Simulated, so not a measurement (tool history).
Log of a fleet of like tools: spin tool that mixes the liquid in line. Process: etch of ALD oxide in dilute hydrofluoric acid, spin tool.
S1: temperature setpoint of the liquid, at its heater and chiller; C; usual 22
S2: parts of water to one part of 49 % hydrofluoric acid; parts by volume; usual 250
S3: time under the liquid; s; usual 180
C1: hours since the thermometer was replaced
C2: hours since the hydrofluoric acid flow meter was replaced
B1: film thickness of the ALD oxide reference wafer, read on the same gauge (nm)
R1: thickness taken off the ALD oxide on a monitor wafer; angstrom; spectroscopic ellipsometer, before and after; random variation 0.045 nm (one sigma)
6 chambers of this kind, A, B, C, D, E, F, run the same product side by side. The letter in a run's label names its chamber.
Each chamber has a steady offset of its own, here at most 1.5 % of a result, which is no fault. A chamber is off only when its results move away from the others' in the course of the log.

{"run": "1E", "hour": 8.8, "S1": 22, "S2": 250, "S3": 180, "C1": 1331.5, "C2": 898.5, "B1": 69.978, "R1": 68.13}
{"run": "2B", "hour": 19.6, "S1": 22, "S2": 250, "S3": 180, "C1": 1818.2, "C2": 416.8, "B1": 70.011, "R1": 68.382}
{"run": "3A", "hour": 30.0, "S1": 22, "S2": 250, "S3": 180, "C1": 883.4, "C2": 1212.7, "B1": 70.013, "R1": 67.01}
{"run": "4F", "hour": 37.8, "S1": 22, "S2": 250, "S3": 180, "C1": 748.6, "C2": 716.3, "B1": 69.978, "R1": 67.572}
{"run": "5D", "hour": 46.4, "S1": 22, "S2": 250, "S3": 180, "C1": 659.7, "C2": 401.6, "B1": 69.989, "R1": 67.66}
{"run": "6C", "hour": 55.8, "S1": 22, "S2": 250, "S3": 180, "C1": 1715.5, "C2": 251.2, "B1": 69.997, "R1": 67.797}
{"run": "7A", "hour": 62.7, "S1": 22, "S2": 250, "S3": 180, "C1": 916.1, "C2": 1245.4, "B1": 70.016, "R1": 67.438}
{"run": "8B", "hour": 69.8, "S1": 22, "S2": 250, "S3": 180, "C1": 1868.4, "C2": 467.0, "B1": 69.984, "R1": 68.61}
{"run": "9D", "hour": 77.8, "S1": 22, "S2": 250, "S3": 180, "C1": 691.1, "C2": 433.0, "B1": 70.013, "R1": 67.508}
{"run": "10E", "hour": 87.6, "S1": 22, "S2": 250, "S3": 180, "C1": 1410.3, "C2": 977.3, "B1": 69.989, "R1": 66.767}
{"run": "11C", "hour": 100.0, "S1": 22, "S2": 250, "S3": 180, "C1": 1759.7, "C2": 295.4, "B1": 70.034, "R1": 68.027}
{"run": "12F", "hour": 112.7, "S1": 22, "S2": 250, "S3": 180, "C1": 823.5, "C2": 791.2, "B1": 69.963, "R1": 66.504}
{"hour": 122.2, "done": "chamber B: thermometer replaced"}
{"run": "13B", "hour": 124.0, "S1": 22, "S2": 250, "S3": 180, "C1": 1.8, "C2": 521.2, "B1": 70.001, "R1": 67.661}
{"run": "14A", "hour": 136.1, "S1": 22, "S2": 250, "S3": 180, "C1": 989.5, "C2": 1318.8, "B1": 70.014, "R1": 66.516}
{"run": "15D", "hour": 146.2, "S1": 22, "S2": 250, "S3": 180, "C1": 759.5, "C2": 501.4, "B1": 70.008, "R1": 67.841}
{"run": "16C", "hour": 154.0, "S1": 22, "S2": 250, "S3": 180, "C1": 1813.7, "C2": 349.4, "B1": 70.008, "R1": 68.061}
{"hour": 156.9, "done": "chamber E: hydrofluoric acid flow meter replaced"}
{"run": "17E", "hour": 162.6, "S1": 22, "S2": 250, "S3": 180, "C1": 1485.3, "C2": 5.7, "B1": 70.011, "R1": 67.22}
{"hour": 168.0, "done": "chamber A: hydrofluoric acid flow meter replaced"}
{"run": "18F", "hour": 175.7, "S1": 22, "S2": 250, "S3": 180, "C1": 886.5, "C2": 854.2, "B1": 70.012, "R1": 65.553}
{"run": "19E", "hour": 189.2, "S1": 22, "S2": 250, "S3": 180, "C1": 1511.9, "C2": 32.3, "B1": 69.997, "R1": 67.058}
{"run": "20D", "hour": 200.7, "S1": 22, "S2": 250, "S3": 180, "C1": 814.0, "C2": 555.9, "B1": 69.998, "R1": 67.332}
{"run": "21B", "hour": 209.3, "S1": 22, "S2": 250, "S3": 145, "C1": 87.1, "C2": 606.5, "B1": 70.004, "R1": 54.6}
{"run": "22F", "hour": 218.1, "S1": 22, "S2": 250, "S3": 145, "C1": 928.9, "C2": 896.6, "B1": 69.985, "R1": 52.396}
{"run": "23C", "hour": 224.1, "S1": 22, "S2": 250, "S3": 145, "C1": 1883.8, "C2": 419.5, "B1": 70.005, "R1": 54.728}
{"run": "24A", "hour": 230.9, "S1": 22, "S2": 250, "S3": 145, "C1": 1084.3, "C2": 63.0, "B1": 69.992, "R1": 53.907}
{"run": "25F", "hour": 242.4, "S1": 22, "S2": 250, "S3": 145, "C1": 953.2, "C2": 920.9, "B1": 69.972, "R1": 51.874}
{"run": "26D", "hour": 254.0, "S1": 22, "S2": 250, "S3": 145, "C1": 867.3, "C2": 609.2, "B1": 69.998, "R1": 54.166}
{"run": "27E", "hour": 265.0, "S1": 22, "S2": 160, "S3": 130, "C1": 1587.7, "C2": 108.1, "B1": 70.018, "R1": 82.414}
{"run": "28B", "hour": 272.0, "S1": 22, "S2": 160, "S3": 130, "C1": 149.8, "C2": 669.2, "B1": 70.016, "R1": 83.919}
{"run": "29C", "hour": 280.6, "S1": 22, "S2": 160, "S3": 130, "C1": 1940.3, "C2": 476.0, "B1": 69.978, "R1": 85.69}
{"run": "30A", "hour": 290.7, "S1": 22, "S2": 160, "S3": 130, "C1": 1144.1, "C2": 122.8, "B1": 69.974, "R1": 82.492}
{"run": "31F", "hour": 304.2, "S1": 22, "S2": 160, "S3": 130, "C1": 1015.0, "C2": 982.7, "B1": 70.016, "R1": 79.399}
{"run": "32C", "hour": 311.6, "S1": 22, "S2": 160, "S3": 130, "C1": 1971.3, "C2": 507.0, "B1": 69.988, "R1": 84.952}
{"hour": 321.1, "done": "chamber B: hydrofluoric acid flow meter replaced"}
{"hour": 322.8, "done": "chamber C: thermometer replaced"}
{"run": "33A", "hour": 323.3, "S1": 22, "S2": 250, "S3": 180, "C1": 1176.7, "C2": 155.4, "B1": 70.005, "R1": 67.061}
{"run": "34B", "hour": 330.7, "S1": 22, "S2": 250, "S3": 180, "C1": 208.5, "C2": 9.7, "B1": 70.042, "R1": 68.65}
{"hour": 332.3, "done": "chamber A: thermometer replaced"}
{"run": "35D", "hour": 342.9, "S1": 22, "S2": 250, "S3": 180, "C1": 956.2, "C2": 698.1, "B1": 70.028, "R1": 67.882}
{"run": "36E", "hour": 355.5, "S1": 22, "S2": 250, "S3": 180, "C1": 1678.2, "C2": 198.6, "B1": 69.981, "R1": 67.257}
{"run": "37C", "hour": 365.3, "S1": 22, "S2": 250, "S3": 180, "C1": 42.6, "C2": 560.7, "B1": 70.014, "R1": 68.523}
{"run": "38D", "hour": 373.6, "S1": 22, "S2": 250, "S3": 180, "C1": 986.9, "C2": 728.8, "B1": 69.977, "R1": 68.131}
{"run": "39A", "hour": 383.3, "S1": 22, "S2": 250, "S3": 180, "C1": 51.1, "C2": 215.4, "B1": 70.011, "R1": 66.502}
{"run": "40F", "hour": 390.5, "S1": 22, "S2": 250, "S3": 180, "C1": 1101.3, "C2": 1069.0, "B1": 69.996, "R1": 62.794}
{"run": "41E", "hour": 403.7, "S1": 22, "S2": 250, "S3": 180, "C1": 1726.4, "C2": 246.8, "B1": 70.001, "R1": 66.736}
{"run": "42B", "hour": 410.0, "S1": 22, "S2": 250, "S3": 180, "C1": 287.8, "C2": 89.0, "B1": 70.016, "R1": 69.085}

Is one chamber off against the others, does the gauge drift, or is nothing wrong? If a chamber is off, say which, and what the likeliest cause is.

Chamber F drifts away from the others.
Cause: hydrofluoric acid flow below the setpoint (%) = 7.21.
The log may not tell that from: liquid colder than its thermometer reads (K).

Here are 4 candidates for chamber F's next run, each the usual settings with a change, their results left as question marks. Which one brings its results back in line with what the others give on the usual settings?
In line means no further than this from the other chambers' mean on the usual settings: R1 1.600 angstrom
{"run": "43F-1", "hour": 419.7, "S1": 22.0, "S2": 265, "S3": 165, "R1": "?"}
{"run": "43F-2", "hour": 419.7, "S1": 22.0, "S2": 235, "S3": 195, "R1": "?"}
{"run": "43F-3", "hour": 419.7, "S1": 22.0, "S2": 270, "S3": 180, "R1": "?"}
{"run": "43F-4", "hour": 419.7, "S1": 24.5, "S2": 250, "S3": 180, "R1": "?"}

The other chambers' mean on the usual settings: R1 67.652 angstrom
run=43F-1 R1=52.809
run=43F-2 R1=72.665
run=43F-3 R1=56.250
run=43F-4 R1=67.762
43F-4 brings the chamber back in line.
